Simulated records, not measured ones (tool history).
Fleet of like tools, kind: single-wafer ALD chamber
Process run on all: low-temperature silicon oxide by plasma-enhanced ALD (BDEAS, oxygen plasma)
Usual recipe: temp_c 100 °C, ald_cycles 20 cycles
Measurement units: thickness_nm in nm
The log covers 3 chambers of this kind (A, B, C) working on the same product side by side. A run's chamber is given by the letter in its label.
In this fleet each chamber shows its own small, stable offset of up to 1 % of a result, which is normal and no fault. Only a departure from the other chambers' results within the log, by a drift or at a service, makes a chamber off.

| run | hour | temp_c | ald_cycles | hours since the last thermocouple change | read-back reference wafer on the same gauge, thickness_nm | thickness_nm |
|---|---|---|---|---|---|---|
| 1B | 4.8 | 100 | 20 | 375.6 | 2.5503 | 2.8457 |
| 2A | 8.2 | 100 | 20 | 1118 | 2.5505 | 2.8383 |
| 3C | 12.8 | 100 | 20 | 880 | 2.5506 | 2.8401 |
| 4C | 17.2 | 100 | 20 | 884.4 | 2.5516 | 2.847 |
| 5A | 22.8 | 100 | 20 | 1132.6 | 2.5516 | 2.8384 |
| 6B | 29.2 | 100 | 20 | 400 | 2.5514 | 2.8449 |
| 7A | 35.2 | 100 | 20 | 1145 | 2.5514 | 2.8441 |
| 8C | 39.6 | 113 | 18 | 906.8 | 2.5522 | 2.4986 |
| 9B | 47.2 | 113 | 18 | 418 | 2.5522 | 2.5004 |
| 10B | 51.9 | 113 | 18 | 422.7 | 2.5531 | 2.5029 |
| 11C | 58.9 | 100 | 20 | 926.1 | 2.5523 | 2.8455 |
| 12A | 62.7 | 100 | 20 | 1172.5 | 2.5541 | 2.8393 |
| 13A | 69 | 100 | 20 | 1178.8 | 2.5539 | 2.8471 |
| 14B | 74.1 | 100 | 20 | 444.9 | 2.5537 | 2.8492 |
| 15C | 80 | 100 | 20 | 947.2 | 2.5542 | 2.8496 |
| 16B | 87.3 | 100 | 20 | 458.1 | 2.5552 | 2.8512 |
| 17C | 90.9 | 100 | 17 | 958.1 | 2.5538 | 2.4202 |
| 18A | 95.1 | 100 | 17 | 1204.9 | 2.554 | 2.4188 |
| 19C | 99.5 | 100 | 17 | 966.7 | 2.5552 | 2.4223 |
| 20B | 105.3 | 100 | 20 | 476.1 | 2.5554 | 2.8528 |
| 21A | 111 | 111 | 24 | 1220.8 | 2.5554 | 3.3418 |
| 22A | 114.9 | 111 | 24 | 1224.7 | 2.5553 | 3.3471 |
| 23C | 120.1 | 111 | 24 | 987.3 | 2.5561 | 3.3501 |
| 24B | 123.5 | 100 | 16 | 494.3 | 2.5563 | 2.2785 |
| 25A | 127.7 | 100 | 16 | 1237.5 | 2.5569 | 2.2743 |
|  | 128.3 | chamber C: thermocouple changed; heater temperature recalibrated |
| 26B | 133.9 | 100 | 16 | 504.7 | 2.5568 | 2.2843 |
| 27C | 140.4 | 100 | 20 | 12.1 | 2.5567 | 2.8525 |
| 28C | 145.9 | 100 | 20 | 17.6 | 2.5574 | 2.854 |
| 29A | 152.4 | 100 | 20 | 1262.2 | 2.5579 | 2.8454 |
| 30B | 158.4 | 100 | 20 | 529.2 | 2.5583 | 2.8534 |
| 31B | 165.7 | 100 | 20 | 536.5 | 2.5583 | 2.8524 |
| 32A | 171.7 | 88 | 22 | 1281.5 | 2.5591 | 3.2713 |
| 33C | 175.5 | 88 | 22 | 47.2 | 2.5593 | 3.2724 |
| 34B | 182.2 | 88 | 22 | 553 | 2.5598 | 3.2746 |
| 35A | 187.2 | 100 | 20 | 1297 | 2.56 | 2.8485 |
| 36C | 193.2 | 100 | 20 | 64.9 | 2.5599 | 2.8519 |
| 37A | 196.6 | 100 | 20 | 1306.4 | 2.5601 | 2.8478 |
| 38C | 203 | 100 | 20 | 74.7 | 2.5603 | 2.8559 |

Predict what each chamber gives when all 3 of them run the settings below next.
| 39A | 208.5 | 100 | 21 |  |  | ? |
| 39B | 208.5 | 100 | 21 |  |  | ? |
| 39C | 208.5 | 100 | 21 |  |  | ? |

| run | thickness_nm |
|---|---|
| 39A | 2.9951 |
| 39B | 3.0023 |
| 39C | 2.9953 |
